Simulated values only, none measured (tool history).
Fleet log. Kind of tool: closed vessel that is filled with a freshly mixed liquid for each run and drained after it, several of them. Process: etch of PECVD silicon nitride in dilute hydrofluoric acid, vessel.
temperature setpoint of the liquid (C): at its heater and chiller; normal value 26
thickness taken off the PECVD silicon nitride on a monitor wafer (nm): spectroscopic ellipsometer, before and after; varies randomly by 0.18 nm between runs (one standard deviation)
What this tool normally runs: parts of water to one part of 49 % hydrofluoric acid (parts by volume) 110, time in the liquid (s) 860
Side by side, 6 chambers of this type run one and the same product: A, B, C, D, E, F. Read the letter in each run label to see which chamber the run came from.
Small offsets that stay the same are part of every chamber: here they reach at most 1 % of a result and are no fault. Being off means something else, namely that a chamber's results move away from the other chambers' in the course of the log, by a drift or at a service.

run	hour	temperature setpoint of the liquid (C)	parts of water to one part of 49 % hydrofluoric acid (parts by volume)	time in the liquid (s)	hours since the thermometer was replaced	hours since the hydrofluoric acid flow meter was replaced	read-back film thickness of the PECVD silicon nitride reference wafer, read on the same gauge (nm)	thickness taken off the PECVD silicon nitride on a monitor wafer (nm)
1A	11.7	26	110	860	162.6	856.2	90.006	26.667
2B	24.2	26	110	860	340.0	311.8	90.016	26.576
3F	35.0	26	110	860	1180.4	885.5	89.990	26.354
4D	44.9	26	110	860	588.8	678.9	89.986	26.188
5E	55.4	26	110	860	211.0	63.4	90.020	26.709
6C	67.1	26	110	860	1407.4	351.4	90.014	26.811
7B	78.0	26	110	860	393.8	365.6	90.023	26.684
8A	88.3	26	110	860	239.2	932.8	90.014	26.683
# hour 98.3: chamber B: hydrofluoric acid flow meter replaced
9D	99.3	26	110	860	643.2	733.3	90.002	26.615
10E	109.2	26	110	860	264.8	117.2	89.982	26.728
11C	117.8	26	110	860	1458.1	402.1	90.022	26.642
12F	128.7	26	110	645	1274.1	979.2	90.019	20.184
13B	135.1	26	110	645	450.9	36.8	90.010	19.911
14F	145.6	26	110	645	1291.0	996.1	89.996	20.039
15C	151.6	26	110	645	1491.9	435.9	90.037	20.104
16A	161.6	26	110	645	312.5	1006.1	90.014	19.744
17D	173.7	26	110	645	717.6	807.7	90.007	20.108
18E	184.2	26	110	860	339.8	192.2	89.994	26.232
19A	191.5	26	110	860	342.4	1036.0	89.978	26.434
20D	197.6	26	110	860	741.5	831.6	89.998	26.996
21B	208.2	26	110	860	524.0	109.9	89.989	26.616
22F	213.7	26	110	860	1359.1	1064.2	89.980	26.937
23C	224.5	26	110	860	1564.8	508.8	90.013	26.756
24E	232.4	26	110	860	388.0	240.4	90.034	26.395
25B	244.1	26	110	860	559.9	145.8	89.971	26.230
# hour 244.9: chamber F: hydrofluoric acid flow meter replaced
26F	251.6	26	110	860	1397.0	6.8	89.969	27.024
27A	257.7	26	110	860	408.6	1102.2	90.002	26.388
# hour 267.0: chamber C: hydrofluoric acid flow meter replaced
28C	269.7	26	110	860	1610.0	2.8	90.004	26.834
29E	275.5	26	110	860	431.1	283.5	90.015	26.763
30D	283.0	26	110	860	826.9	917.0	89.979	27.608
31E	290.9	26	110	860	446.5	298.9	89.994	26.373
32B	296.4	26	110	860	612.2	198.1	89.972	26.620
33C	302.1	26	110	860	1642.4	35.2	89.984	26.536
34F	308.1	26	110	860	1453.5	63.3	90.001	27.081
35D	318.1	26	110	860	862.0	952.1	90.019	27.896
36A	329.2	26	110	860	480.1	1173.7	90.017	26.140

Each of the 6 chambers runs these same settings next. Fill in every chamber's results:
37A	338.2	26	85	860				?
37B	338.2	26	85	860				?
37C	338.2	26	85	860				?
37D	338.2	26	85	860				?
37E	338.2	26	85	860				?
37F	338.2	26	85	860				?

run	thickness taken off the PECVD silicon nitride on a monitor wafer (nm)
37A	34.416
37B	34.588
37C	34.507
37D	36.726
37E	34.225
37F	34.417
